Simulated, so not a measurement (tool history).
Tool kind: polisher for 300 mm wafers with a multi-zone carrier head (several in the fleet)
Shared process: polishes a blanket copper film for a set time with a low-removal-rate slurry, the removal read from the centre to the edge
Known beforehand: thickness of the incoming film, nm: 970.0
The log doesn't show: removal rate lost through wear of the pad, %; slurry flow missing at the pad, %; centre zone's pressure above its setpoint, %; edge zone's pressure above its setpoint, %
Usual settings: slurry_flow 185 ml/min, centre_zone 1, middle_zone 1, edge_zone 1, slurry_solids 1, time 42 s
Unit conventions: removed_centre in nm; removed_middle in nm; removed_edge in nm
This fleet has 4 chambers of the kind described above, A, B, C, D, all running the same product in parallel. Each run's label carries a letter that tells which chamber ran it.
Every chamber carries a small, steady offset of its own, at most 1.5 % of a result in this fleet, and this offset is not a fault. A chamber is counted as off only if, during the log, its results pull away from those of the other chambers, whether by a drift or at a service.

run	hour	slurry_flow	centre_zone	middle_zone	edge_zone	slurry_solids	time	wafers polished on this pad	hours since the slurry nozzle was cleaned	hours since the centre zone pressure was calibrated	hours since the edge zone pressure was calibrated	removed_centre	removed_middle	removed_edge
# hour 2: chamber C: worn pad replaced by a new one
1D	6.3	185	1	1	1	1	42	230	160.5	1081.3	157.6	117.97	118.74	118.8
# hour 9: chamber D: centre zone pressure recalibrated
2A	10.7	185	1	1	1	1	42	729	86.9	358.2	92.7	116.92	116.62	120.65
# hour 10.9: chamber B: worn pad replaced by a new one
# hour 15.3: chamber C: centre zone pressure recalibrated
3B	16	185	1	1	1	1	42	70	482	25.4	1381.4	117.21	117.38	119.87
4C	20.7	185	1	1	1	1	42	257	235.4	5.4	34.4	117.83	118.86	118.62
5C	28.1	185	1	1	1	1	42	358	242.8	12.8	41.8	118.88	117.93	121.38
# hour 29.5: chamber A: worn pad replaced by a new one
6D	34.3	185	1	1	1	1	42	614	188.5	25.3	185.6	117.7	117.62	116.9
7A	43.4	185	1	1	1	1	42	190	119.6	390.9	125.4	117.83	116.53	116.6
8B	52.5	185	1	1	1	1	42	570	518.5	61.9	1417.9	119.58	116.79	118.87
# hour 56.9: chamber C: worn pad replaced by a new one
9B	59.1	185	1	1	1	1	42	661	525.1	68.5	1424.5	118.15	116.75	117.82
# hour 59.7: chamber D: worn pad replaced by a new one
10C	63.3	185	1	1	1	1	42	88	278	48	77	116.86	117.2	119.94
11A	70.1	185	1	1	1	1	42	557	146.3	417.6	152.1	116.56	117.76	120.41
12D	78	185	1	1	1	1	42	252	232.2	69	229.3	116.08	117.19	118.05
13A	83.5	185	1	1	1	1	42	741	159.7	431	165.5	118.64	119.24	118.29
14D	89	185	1	1	1	1	42	403	243.2	80	240.3	117.52	118.3	117.36
15C	95.2	185	1	1	1	1	42	526	309.9	79.9	108.9	119.26	117.14	118.54
# hour 99.4: chamber A: worn pad replaced by a new one
# hour 100.7: chamber B: worn pad replaced by a new one
16B	102.5	185	1	1	1	1	42	25	568.5	111.9	1467.9	120.22	117	118.34
17D	110.6	185	1	1	1	1	42	699	264.8	101.6	261.9	117.77	117.27	116.8
# hour 111.3: chamber C: worn pad replaced by a new one
18B	116.8	185	1	1	1	1	42	221	582.8	126.2	1482.2	117.58	118.87	116.94
19C	122.9	185	1	1	1	1	42	159	337.6	107.6	136.6	116.13	118.03	117.42
20A	128.8	185	1	1	1	1	42	404	205	476.3	210.8	116.14	116.92	118.47
21D	134.9	185	1	1	1	1	42	1032	289.1	125.9	286.2	116.8	118.87	114.73
# hour 135.8: chamber B: edge zone pressure recalibrated
22C	139.6	185	1	1	1	1	42	388	354.3	124.3	153.3	117.39	116.71	122
# hour 140.6: chamber D: worn pad replaced by a new one
# hour 141.5: chamber C: slurry nozzle cleaned
23B	145	135	1	1	0.96	1	42	608	611	154.4	9.3	110.86	111.01	109.38
24A	153.5	135	1	1	0.96	1	42	743	229.7	501	235.5	107.29	110.68	110.49
25D	160.5	135	1	1	0.96	1	42	273	314.7	151.5	311.8	111.8	110.3	114.53
26C	167.2	135	1	1	0.96	1	42	767	25.8	151.9	180.9	111.42	111.63	109.64
27A	173.5	185	1	1	1.1	1.1	42	1017	249.7	521	255.5	117.61	121.1	127.08
28B	179.6	185	1	1	1.1	1.1	42	1083	645.6	189	43.9	121.84	122.43	126.56

Read the log: is a single chamber off, either drifting away or since a service, is the gauge that measures every chamber drifting, or is nothing wrong beyond small per-chamber offsets? Name any odd chamber and what most likely caused it.

Nothing is wrong: each chamber keeps only its own small, steady offset and the gauge holds still.
